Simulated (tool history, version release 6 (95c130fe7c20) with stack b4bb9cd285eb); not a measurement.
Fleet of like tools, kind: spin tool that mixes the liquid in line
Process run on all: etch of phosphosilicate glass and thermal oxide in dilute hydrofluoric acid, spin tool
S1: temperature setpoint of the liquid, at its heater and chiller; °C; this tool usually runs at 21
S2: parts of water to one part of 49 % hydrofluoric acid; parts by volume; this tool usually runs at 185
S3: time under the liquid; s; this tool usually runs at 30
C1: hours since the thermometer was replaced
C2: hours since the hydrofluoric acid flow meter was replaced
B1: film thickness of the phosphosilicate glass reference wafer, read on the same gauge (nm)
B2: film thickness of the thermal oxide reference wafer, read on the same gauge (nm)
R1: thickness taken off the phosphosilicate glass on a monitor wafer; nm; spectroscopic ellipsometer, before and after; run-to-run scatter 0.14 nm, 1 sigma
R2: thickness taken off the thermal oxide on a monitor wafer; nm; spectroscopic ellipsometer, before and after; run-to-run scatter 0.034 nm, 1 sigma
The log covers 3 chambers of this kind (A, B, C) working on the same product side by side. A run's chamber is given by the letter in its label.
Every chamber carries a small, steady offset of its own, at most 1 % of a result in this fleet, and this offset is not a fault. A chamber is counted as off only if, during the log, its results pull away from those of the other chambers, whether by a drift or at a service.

Run 1C, day 0.138: usual settings; C1 213.6; C2 1550.6; B1 119.98; B2 29.986. Result: R1 26.097 nm, R2 0.57345 nm.
Run 2B, day 0.329: usual settings; C1 1208.0; C2 179.4; B1 120.01; B2 29.975. Result: R1 26.083 nm, R2 0.66345 nm.
Run 3A, day 0.571: usual settings; C1 729.1; C2 778.3; B1 120.04; B2 30.003. Result: R1 26.366 nm, R2 0.61938 nm.
Run 4A, day 0.854: usual settings; C1 735.9; C2 785.1; B1 119.99; B2 29.996. Result: R1 26.126 nm, R2 0.58852 nm.
Run 5C, day 1.021: usual settings; C1 234.8; C2 1571.8; B1 120.00; B2 29.967. Result: R1 26.134 nm, R2 0.65002 nm.
Run 6B, day 1.238: usual settings; C1 1229.8; C2 201.2; B1 120.00; B2 30.044. Result: R1 26.192 nm, R2 0.59000 nm.
Run 7B, day 1.508: usual settings but S3 25 s; C1 1236.3; C2 207.7; B1 120.02; B2 30.003. Result: R1 21.816 nm, R2 0.55037 nm.
Run 8A, day 1.796: usual settings but S3 25 s; C1 758.5; C2 807.7; B1 120.01; B2 30.005. Result: R1 21.566 nm, R2 0.50143 nm.
Run 9C, day 2.017: usual settings but S3 25 s; C1 258.7; C2 1595.7; B1 120.00; B2 29.963. Result: R1 21.678 nm, R2 0.52264 nm.
Run 10A, day 2.162: usual settings; C1 767.3; C2 816.5; B1 120.02; B2 29.983. Result: R1 25.748 nm, R2 0.60442 nm.
Run 11C, day 2.450: usual settings; C1 269.1; C2 1606.1; B1 119.97; B2 30.010. Result: R1 26.245 nm, R2 0.66863 nm.
At day 2.488: chamber A: thermometer replaced.
Run 12B, day 2.729: usual settings; C1 1265.6; C2 237.0; B1 120.00; B2 30.029. Result: R1 26.413 nm, R2 0.63397 nm.
Run 13B, day 2.908: usual settings but S2 255 parts by volume; C1 1269.9; C2 241.3; B1 119.97; B2 29.987. Result: R1 17.756 nm, R2 0.42740 nm.
Run 14C, day 3.154: usual settings but S2 255 parts by volume; C1 286.0; C2 1623.0; B1 120.00; B2 29.985. Result: R1 17.703 nm, R2 0.36398 nm.
Run 15A, day 3.438: usual settings but S2 255 parts by volume; C1 22.8; C2 847.1; B1 120.02; B2 30.020. Result: R1 16.947 nm, R2 0.41008 nm.
Run 16C, day 3.633: usual settings; C1 297.5; C2 1634.5; B1 119.99; B2 29.944. Result: R1 26.159 nm, R2 0.61025 nm.
Run 17B, day 3.800: usual settings; C1 1291.3; C2 262.7; B1 119.99; B2 29.933. Result: R1 26.302 nm, R2 0.68447 nm.
Run 18A, day 4.067: usual settings; C1 37.9; C2 862.2; B1 120.01; B2 30.019. Result: R1 24.845 nm, R2 0.55791 nm.
Run 19A, day 4.271: usual settings; C1 42.8; C2 867.1; B1 119.99; B2 29.992. Result: R1 24.925 nm, R2 0.61176 nm.
Run 20B, day 4.429: usual settings; C1 1306.4; C2 277.8; B1 120.02; B2 30.016. Result: R1 26.434 nm, R2 0.53373 nm.
Run 21C, day 4.588: usual settings; C1 320.4; C2 1657.4; B1 119.99; B2 29.965. Result: R1 26.242 nm, R2 0.64718 nm.

The same settings go to every chamber for the next run, one line per chamber below. Forecast the results for each:
Run 22A, day 4.800: usual settings but S2 270 parts by volume. Result: R1 ?, R2 ?.
Run 22B, day 4.800: usual settings but S2 270 parts by volume. Result: R1 ?, R2 ?.
Run 22C, day 4.800: usual settings but S2 270 parts by volume. Result: R1 ?, R2 ?.

run      R1       R2
22A  15.428  0.35764
22B  16.630  0.37212
22C  16.611  0.35221

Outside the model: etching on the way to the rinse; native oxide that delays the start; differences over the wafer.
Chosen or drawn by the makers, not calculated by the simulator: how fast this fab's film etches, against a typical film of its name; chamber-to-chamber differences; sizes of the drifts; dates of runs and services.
